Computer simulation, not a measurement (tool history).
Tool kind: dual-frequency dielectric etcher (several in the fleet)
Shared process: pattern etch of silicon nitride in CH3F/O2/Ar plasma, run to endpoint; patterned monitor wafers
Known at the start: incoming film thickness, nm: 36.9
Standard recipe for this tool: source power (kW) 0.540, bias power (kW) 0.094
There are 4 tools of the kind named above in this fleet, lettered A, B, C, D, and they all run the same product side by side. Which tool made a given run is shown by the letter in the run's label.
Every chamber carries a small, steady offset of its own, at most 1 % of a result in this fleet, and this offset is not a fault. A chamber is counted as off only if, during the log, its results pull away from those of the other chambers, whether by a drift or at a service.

run   hour  source power (kW)  bias power (kW)  hours since the last wet clean  hours since the last source power generator calibration  hours since the last bias power generator calibration  endpoint time (s)
 1A    4.1              0.540            0.094                           216.0                                                   2157.7                                                 1416.3             43.600
 2D    6.1              0.540            0.094                           255.7                                                   1228.6                                                 2006.4             43.463
 3B    8.8              0.540            0.094                           119.8                                                   2074.9                                                  836.8             43.272
 4C   11.8              0.540            0.094                           410.5                                                   1372.0                                                  734.1             43.315
 5D   16.2              0.540            0.094                           265.8                                                   1238.7                                                 2016.5             43.573
 6C   20.6              0.420            0.094                           419.3                                                   1380.8                                                  742.9             47.583
 7A   23.1              0.420            0.094                           235.0                                                   2176.7                                                 1435.3             47.909
 8B   27.5              0.420            0.094                           138.5                                                   2093.6                                                  855.5             47.300
 9B   31.8              0.420            0.094                           142.8                                                   2097.9                                                  859.8             47.299
10D   35.8              0.540            0.094                           285.4                                                   1258.3                                                 2036.1             43.752
11C   38.4              0.540            0.094                           437.1                                                   1398.6                                                  760.7             43.463
12A   41.5              0.540            0.094                           253.4                                                   2195.1                                                 1453.7             43.271
13B   45.5              0.540            0.094                           156.5                                                   2111.6                                                  873.5             43.121
      47.6  -- chamber C: wet clean of the chamber
14A   49.9              0.540            0.094                           261.8                                                   2203.5                                                 1462.1             43.461
15D   52.8              0.540            0.079                           302.4                                                   1275.3                                                 2053.1             46.368
16C   57.2              0.540            0.079                             9.7                                                   1417.4                                                  779.5             46.208
      61.1  -- chamber D: bias power generator calibrated
17A   61.1              0.540            0.079                           273.0                                                   2214.7                                                 1473.3             46.153
18D   64.2              0.540            0.079                           313.8                                                   1286.7                                                    3.2             45.919
19B   67.9              0.660            0.106                           178.9                                                   2134.0                                                  895.9             37.977
20C   71.8              0.660            0.106                            24.3                                                   1432.0                                                  794.1             38.245
21A   73.9              0.660            0.106                           285.8                                                   2227.5                                                 1486.1             38.602
22B   76.7              0.660            0.106                           187.7                                                   2142.8                                                  904.7             37.978
23D   79.2              0.540            0.094                           328.8                                                   1301.7                                                   18.2             43.352
24C   81.1              0.540            0.094                            33.6                                                   1441.3                                                  803.4             42.918
25B   84.5              0.540            0.094                           195.5                                                   2150.6                                                  912.5             42.625
26D   87.9              0.540            0.094                           337.5                                                   1310.4                                                   26.9             43.624
27C   90.2              0.540            0.110                            42.7                                                   1450.4                                                  812.5             40.779
28A   92.3              0.540            0.110                           304.2                                                   2245.9                                                 1504.5             40.944
29A   95.7              0.540            0.110                           307.6                                                   2249.3                                                 1507.9             41.249
30B   99.9              0.540            0.110                           210.9                                                   2166.0                                                  927.9             40.034
31C  102.2              0.540            0.094                            54.7                                                   1462.4                                                  824.5             43.214
32D  105.6              0.540            0.094                           355.2                                                   1328.1                                                   44.6             43.265
33A  108.1              0.540            0.094                           320.0                                                   2261.7                                                 1520.3             43.438
34D  111.1              0.670            0.072                           360.7                                                   1333.6                                                   50.1             43.713
35C  113.8              0.670            0.072                            66.3                                                   1474.0                                                  836.1             43.654

What goes on in this fleet: one chamber off, a drifting gauge, or nothing beyond the chambers' own small offsets? Name the chamber and the cause, if any.

Chamber B drifts away from the others.
What lies behind it: etch rate over this chamber's usual, % = 3.06.

Chamber B could run next with any of the 4 candidate recipes listed below; each alters the usual settings, and their results appear as question marks. Which one brings its results back in line with what the other chambers deliver on the usual settings?
A result is in line if it is within this distance of the other chambers' mean on the usual settings: endpoint time (s) 0.770
36B-1  117.0              0.540            0.078                                                                                                                                                                  ?
36B-2  117.0              0.590            0.102                                                                                                                                                                  ?
36B-3  117.0              0.520            0.090                                                                                                                                                                  ?
36B-4  117.0              0.580            0.094                                                                                                                                                                  ?

Usual-settings mean across the other chambers: endpoint time (s) 43.368
  run  endpoint time (s)
36B-1             44.801
36B-2             39.453
36B-3             43.227
36B-4             40.878
With 36B-3, the chamber falls back in line with the rest.
